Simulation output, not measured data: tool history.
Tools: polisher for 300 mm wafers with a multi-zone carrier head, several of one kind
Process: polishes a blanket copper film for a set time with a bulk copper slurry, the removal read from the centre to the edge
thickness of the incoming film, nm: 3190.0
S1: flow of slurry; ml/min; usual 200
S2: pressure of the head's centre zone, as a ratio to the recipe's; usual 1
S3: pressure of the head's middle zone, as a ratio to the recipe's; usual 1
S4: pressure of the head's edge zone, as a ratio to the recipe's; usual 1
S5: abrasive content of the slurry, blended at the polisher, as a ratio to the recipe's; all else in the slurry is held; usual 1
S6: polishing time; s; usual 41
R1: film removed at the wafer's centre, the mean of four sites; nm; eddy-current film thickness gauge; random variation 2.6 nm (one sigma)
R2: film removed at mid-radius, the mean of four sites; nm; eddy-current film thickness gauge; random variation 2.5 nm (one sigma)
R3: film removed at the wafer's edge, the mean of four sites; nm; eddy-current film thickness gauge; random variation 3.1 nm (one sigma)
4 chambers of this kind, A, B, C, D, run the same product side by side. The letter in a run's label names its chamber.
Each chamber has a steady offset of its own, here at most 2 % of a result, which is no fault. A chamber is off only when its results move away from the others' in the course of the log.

| run | hour | S1 | S2 | S3 | S4 | S5 | S6 | R1 | R2 | R3 |
|---|---|---|---|---|---|---|---|---|---|---|
| 1B | 4.6 | 200 | 1 | 1 | 1 | 1 | 41 | 216.78 | 214.01 | 211.91 |
|  | 7.3 | chamber A: worn pad replaced by a new one |
| 2C | 10.1 | 200 | 1 | 1 | 1 | 1 | 41 | 216.44 | 215.69 | 212.67 |
| 3D | 13.1 | 200 | 1 | 1 | 1 | 1 | 41 | 213.55 | 208.62 | 210.42 |
|  | 15.5 | chamber C: worn pad replaced by a new one |
| 4A | 16.6 | 200 | 1 | 1 | 1 | 1 | 41 | 218.05 | 209.59 | 217.57 |
| 5B | 19.7 | 200 | 1 | 1 | 1 | 1 | 41 | 218.5 | 209.54 | 218.17 |
| 6D | 23.2 | 200 | 1 | 1 | 1 | 1 | 41 | 210.71 | 203.01 | 216.95 |
| 7A | 26.1 | 200 | 1 | 1 | 1 | 1 | 41 | 216.12 | 213.38 | 215.05 |
| 8C | 30.5 | 200 | 1 | 1 | 1 | 1 | 41 | 212.83 | 214.82 | 218.39 |
| 9D | 34.2 | 200 | 1 | 1 | 1 | 1 | 41 | 212.89 | 207.24 | 217.61 |
| 10C | 37.7 | 200 | 1 | 1 | 1 | 1 | 41 | 213.53 | 217.06 | 213.85 |
|  | 38.2 | chamber B: worn pad replaced by a new one |
| 11A | 44.2 | 200 | 1 | 1 | 1 | 1 | 41 | 217.86 | 213.33 | 210.94 |
| 12B | 50.1 | 200 | 1 | 1 | 1 | 1 | 41 | 216.76 | 211.78 | 212.07 |
| 13D | 54 | 200 | 1 | 1 | 1 | 1 | 41 | 210.91 | 207.01 | 217.44 |
| 14A | 57 | 200 | 1 | 1 | 1 | 1.1 | 45 | 238.78 | 235.79 | 240.7 |
| 15B | 63.3 | 200 | 1 | 1 | 1 | 1.1 | 45 | 241.74 | 236.82 | 243.8 |
|  | 64.8 | chamber A: worn pad replaced by a new one |
| 16C | 67.9 | 200 | 1 | 1 | 1 | 1.1 | 45 | 246.36 | 242.55 | 241.15 |
| 17B | 73.1 | 200 | 1 | 1 | 1 | 1.1 | 45 | 241.82 | 237.4 | 243.92 |
|  | 73.3 | chamber A: edge zone pressure recalibrated |
|  | 74.6 | chamber D: worn pad replaced by a new one |
| 18D | 76.7 | 200 | 1 | 1 | 1 | 1 | 41 | 216.42 | 209.08 | 214.44 |
| 19A | 80.9 | 200 | 1 | 1 | 1 | 1 | 41 | 211.59 | 210.62 | 216.96 |
| 20C | 86.8 | 200 | 1 | 1 | 1 | 1 | 41 | 212.61 | 215.52 | 213 |
| 21C | 93 | 200 | 1 | 1 | 1 | 1.1 | 41 | 221.21 | 222.33 | 222.38 |
| 22D | 96.9 | 200 | 1 | 1 | 1 | 1.1 | 41 | 217.58 | 213.72 | 223.75 |
|  | 101.5 | chamber C: worn pad replaced by a new one |
| 23B | 101.8 | 200 | 1 | 1 | 1 | 1.1 | 41 | 233.79 | 218.48 | 227.11 |
| 24A | 105.4 | 200 | 1 | 1 | 1 | 1.1 | 41 | 219.26 | 217.32 | 223.51 |
| 25A | 110 | 200 | 1 | 1 | 1 | 1 | 41 | 212.59 | 214.05 | 214.64 |
| 26D | 114.4 | 200 | 0.92 | 1 | 1 | 1 | 41 | 195.79 | 210.86 | 213.48 |
| 27C | 118.9 | 200 | 0.92 | 1 | 1 | 1 | 41 | 196.92 | 213.93 | 214.31 |
| 28B | 125.1 | 200 | 0.92 | 1 | 1 | 1 | 41 | 211.73 | 216.06 | 218.8 |
| 29C | 129.8 | 200 | 0.92 | 1 | 1 | 1 | 41 | 199.37 | 219.42 | 218.41 |
|  | 130.5 | chamber A: worn pad replaced by a new one |
| 30D | 134.3 | 200 | 1 | 1 | 1 | 1 | 41 | 212.5 | 208.29 | 220.16 |
| 31B | 139.7 | 200 | 1 | 1 | 1 | 1 | 41 | 229.72 | 216.59 | 209.41 |
| 32A | 144.2 | 200 | 1 | 1 | 1 | 1 | 41 | 222.34 | 213.17 | 215.26 |
| 33D | 149.4 | 200 | 1 | 1 | 1 | 1 | 41 | 211.68 | 207.96 | 218.62 |
|  | 150.1 | chamber B: worn pad replaced by a new one |
| 34B | 155.7 | 200 | 1 | 1 | 1 | 1 | 41 | 228.44 | 218.86 | 213.29 |
|  | 161.3 | chamber D: centre zone pressure recalibrated |
| 35A | 162 | 200 | 1 | 1 | 1 | 1 | 41 | 217.67 | 211.74 | 210.66 |
| 36C | 167.6 | 200 | 1 | 1 | 1 | 1 | 41 | 216.1 | 214.07 | 213.19 |
| 37B | 173.3 | 220 | 1 | 1 | 1 | 1.1 | 41 | 247.42 | 220.88 | 220.76 |
| 38C | 178.4 | 220 | 1 | 1 | 1 | 1.1 | 41 | 226.24 | 226.49 | 220.04 |
| 39D | 181.4 | 220 | 1 | 1 | 1 | 1.1 | 41 | 219.31 | 216.99 | 220.5 |
| 40A | 185.6 | 220 | 1 | 1 | 1 | 1.1 | 41 | 224.1 | 216.1 | 225.46 |
|  | 188.8 | chamber A: worn pad replaced by a new one |
| 41A | 190.2 | 200 | 1 | 1 | 1 | 1 | 41 | 215.67 | 213.22 | 217.68 |

What goes on in this fleet: one chamber off, a drifting gauge, or nothing beyond the chambers' own small offsets? Name the chamber and the cause, if any.

Chamber B drifts away from the others.
Cause: centre zone's pressure above its setpoint, % = 10.3.

Here are 4 candidates for chamber B's next run, each the usual settings with a change, their results left as question marks. Which one brings its results back in line with what the others give on the usual settings?
In line means no further than this from the other chambers' mean on the usual settings: R1 9.1 nm; R2 8.7 nm; R3 11 nm
| 42B-1 | 194.9 | 205 | 1.09 | 0.98 | 0.97 | 1 | 42 | ? | ? | ? |
| 42B-2 | 194.9 | 190 | 0.86 | 1.02 | 1.05 | 1 | 40 | ? | ? | ? |
| 42B-3 | 194.9 | 210 | 1.14 | 0.98 | 0.95 | 1 | 42 | ? | ? | ? |
| 42B-4 | 194.9 | 195 | 0.92 | 1.01 | 1.03 | 1 | 41 | ? | ? | ? |

The other chambers' mean on the usual settings: R1 215.26 nm; R2 212.98 nm; R3 216.44 nm
| run | R1 | R2 | R3 |
|---|---|---|---|
| 42B-1 | 271.35 | 214.31 | 218.84 |
| 42B-2 | 197.13 | 209.74 | 215.23 |
| 42B-3 | 285.86 | 214.98 | 217.08 |
| 42B-4 | 218.55 | 213.79 | 219.07 |
42B-4 brings the chamber back in line.
